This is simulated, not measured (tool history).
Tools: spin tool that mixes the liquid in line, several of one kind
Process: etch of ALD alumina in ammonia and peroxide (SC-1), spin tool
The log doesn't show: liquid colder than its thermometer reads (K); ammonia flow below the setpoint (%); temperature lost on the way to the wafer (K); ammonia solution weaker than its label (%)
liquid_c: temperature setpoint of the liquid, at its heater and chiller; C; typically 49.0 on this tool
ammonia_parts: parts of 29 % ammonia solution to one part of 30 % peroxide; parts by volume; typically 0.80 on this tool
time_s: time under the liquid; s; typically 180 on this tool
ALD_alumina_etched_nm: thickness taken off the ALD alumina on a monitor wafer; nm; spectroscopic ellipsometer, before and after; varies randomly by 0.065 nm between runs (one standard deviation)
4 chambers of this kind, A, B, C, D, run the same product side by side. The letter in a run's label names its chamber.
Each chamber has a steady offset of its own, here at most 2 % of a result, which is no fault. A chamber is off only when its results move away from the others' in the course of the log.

run	hour	liquid_c	ammonia_parts	time_s	hours since the thermometer was replaced	hours since the ammonia flow meter was replaced	hours since the heated supply line was repaired	hours since the drum of ammonia solution was connected	read-back film thickness of the ALD alumina reference wafer, read on the same gauge (nm)	ALD_alumina_etched_nm
1B	10.1	49.0	0.80	180	467.1	1653.4	1147.8	547.0	59.996	13.208
2A	16.1	49.0	0.80	180	1153.6	517.6	1155.6	417.7	60.020	13.506
3D	27.6	49.0	0.80	180	1017.1	230.0	1381.6	179.2	60.007	13.317
4C	36.9	49.0	0.80	180	118.9	888.3	86.2	141.1	60.037	13.209
5D	46.4	49.0	0.45	220	1035.9	248.8	1400.4	198.0	60.016	15.406
6C	59.4	49.0	0.45	220	141.4	910.8	108.7	163.6	60.022	15.300
7A	71.5	49.0	0.45	220	1209.0	573.0	1211.0	473.1	60.003	15.517
8B	84.5	49.0	0.45	220	541.5	1727.8	1222.2	621.4	60.001	15.321
9A	98.1	49.0	0.80	180	1235.6	599.6	1237.6	499.7	60.009	13.419
# hour 109.1: chamber C: new drum of ammonia solution connected
10C	111.3	49.0	1.15	180	193.3	962.7	160.6	2.3	59.989	13.653
11B	122.6	49.0	1.15	180	579.6	1765.9	1260.3	659.5	60.009	13.751
12D	129.4	49.0	1.15	180	1118.9	331.8	1483.4	281.0	60.011	13.394
13B	138.9	49.0	1.15	180	595.9	1782.2	1276.6	675.8	59.983	13.780
14C	146.0	49.0	0.80	180	228.0	997.4	195.3	37.0	59.981	13.169
15D	153.7	49.0	0.80	180	1143.2	356.1	1507.7	305.3	60.034	13.006
16A	163.6	49.0	0.80	180	1301.1	665.1	1303.1	565.2	60.049	13.391
17B	174.2	49.0	0.80	180	631.2	1817.5	1311.9	711.1	60.000	13.281
18C	181.1	49.0	0.80	180	263.1	1032.5	230.4	72.1	60.006	13.114
19A	187.0	54.5	0.80	180	1324.5	688.5	1326.5	588.6	60.031	18.107
20D	196.7	54.5	0.80	180	1186.2	399.1	1550.7	348.3	60.023	17.174
21D	206.1	54.5	0.80	180	1195.6	408.5	1560.1	357.7	60.020	17.277
22A	217.9	54.5	0.80	180	1355.4	719.4	1357.4	619.5	59.979	18.082
23C	228.7	49.0	0.80	180	310.7	1080.1	278.0	119.7	60.032	13.222
24B	241.2	49.0	0.80	180	698.2	1884.5	1378.9	778.1	60.020	13.144
25B	253.0	49.0	0.80	180	710.0	1896.3	1390.7	789.9	60.029	13.217
26A	265.1	49.0	0.80	180	1402.6	766.6	1404.6	666.7	59.971	13.505
27D	276.7	49.0	0.80	180	1266.2	479.1	1630.7	428.3	60.022	12.626
28C	284.0	49.0	0.80	180	366.0	1135.4	333.3	175.0	59.995	13.125
29C	296.7	49.0	0.95	180	378.7	1148.1	346.0	187.7	60.010	13.382
30D	305.1	49.0	0.95	180	1294.6	507.5	1659.1	456.7	59.995	12.790
31B	317.2	49.0	0.95	180	774.2	1960.5	1454.9	854.1	60.009	13.478
32A	325.9	49.0	0.95	180	1463.4	827.4	1465.4	727.5	60.002	13.664

For the next run the whole fleet of 4 chambers uses the same settings. Give each chamber's results:
33A	335.6	49.0	0.80	180						?
33B	335.6	49.0	0.80	180						?
33C	335.6	49.0	0.80	180						?
33D	335.6	49.0	0.80	180						?

run	ALD_alumina_etched_nm
33A	13.373
33B	13.249
33C	13.204
33D	12.432
